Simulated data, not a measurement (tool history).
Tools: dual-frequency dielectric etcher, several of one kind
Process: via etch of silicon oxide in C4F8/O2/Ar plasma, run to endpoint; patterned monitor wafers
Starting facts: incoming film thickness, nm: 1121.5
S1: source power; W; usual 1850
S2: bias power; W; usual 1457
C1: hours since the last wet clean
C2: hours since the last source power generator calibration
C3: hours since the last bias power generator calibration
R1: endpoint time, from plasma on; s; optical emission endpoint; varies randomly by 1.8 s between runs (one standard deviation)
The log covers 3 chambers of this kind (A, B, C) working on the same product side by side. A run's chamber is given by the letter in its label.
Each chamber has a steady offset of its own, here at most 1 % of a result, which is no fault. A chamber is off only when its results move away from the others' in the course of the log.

run	day	S1	S2	C1	C2	C3	R1
1B	0.338	1850	1457	156	1989.9	2153.2	248.25
2C	0.654	1850	1457	82.2	125.4	1238.9	249.14
3A	0.975	1850	1457	64.2	357.1	727.8	244.62
4A	1.558	1850	1457	78.2	371.1	741.8	244.65
5C	2.175	1850	1457	118.7	161.9	1275.4	253.14
6B	2.479	1850	1457	207.4	2041.3	2204.6	247.15
7C	3.017	1570	1174	138.9	182.1	1295.6	279.43
8B	3.479	1570	1174	231.4	2065.3	2228.6	280.73
9A	3.783	1570	1174	131.6	424.5	795.2	281.94
10B	4.242	1850	1457	249.7	2083.6	2246.9	247.75
11C	4.575	1850	1457	176.3	219.5	1333	250.36
12A	4.9	1850	1457	158.4	451.3	822	249.04
13C	5.196	1850	1457	191.2	234.4	1347.9	251.81
14B	5.612	1850	1457	282.6	2116.5	2279.8	247.12
15A	5.917	1850	1457	182.8	475.7	846.4	247.07
16C	6.271	2240	1780	217	260.2	1373.7	217.54
17B	6.708	2240	1780	308.9	2142.8	2306.1	216.61
18A	7.104	2240	1780	211.3	504.2	874.9	216.77
# day 7.488: chamber B: source power generator calibrated
19B	7.617	1850	1457	330.7	3.2	2327.9	245.67
20C	7.908	1850	1457	256.3	299.5	1413	252.84
21A	8.579	1850	1457	246.7	539.6	910.3	249.34
22A	8.908	1850	1457	254.6	547.5	918.2	246.22
23C	9.225	1560	1457	287.9	331.1	1444.6	262.76
24B	9.775	1560	1457	382.5	55	2379.7	269.18
25A	10.192	1560	1457	285.4	578.3	949	267.51
26B	10.7	1850	1457	404.7	77.2	2401.9	246.45
# day 10.988: chamber B: wet clean of the chamber
27C	11.167	2230	1267	334.5	377.7	1491.2	237.9
28C	11.821	2230	1267	350.2	393.4	1506.9	242.36
29A	12.4	2230	1267	338.4	631.3	1002	239
30B	13.038	1560	1457	49.2	133.3	2458	267.69
31A	13.508	1560	1457	365	657.9	1028.6	262.23
32B	13.858	1560	1457	68.9	153	2477.7	265.74
33C	14.288	1850	1457	409.4	452.6	1566.1	251.81

Next, every chamber runs the same settings. What will each give?
34A	14.771	1850	1457				?
34B	14.771	1850	1457				?
34C	14.771	1850	1457				?

run	R1
34A	247.39
34B	246.75
34C	249.18

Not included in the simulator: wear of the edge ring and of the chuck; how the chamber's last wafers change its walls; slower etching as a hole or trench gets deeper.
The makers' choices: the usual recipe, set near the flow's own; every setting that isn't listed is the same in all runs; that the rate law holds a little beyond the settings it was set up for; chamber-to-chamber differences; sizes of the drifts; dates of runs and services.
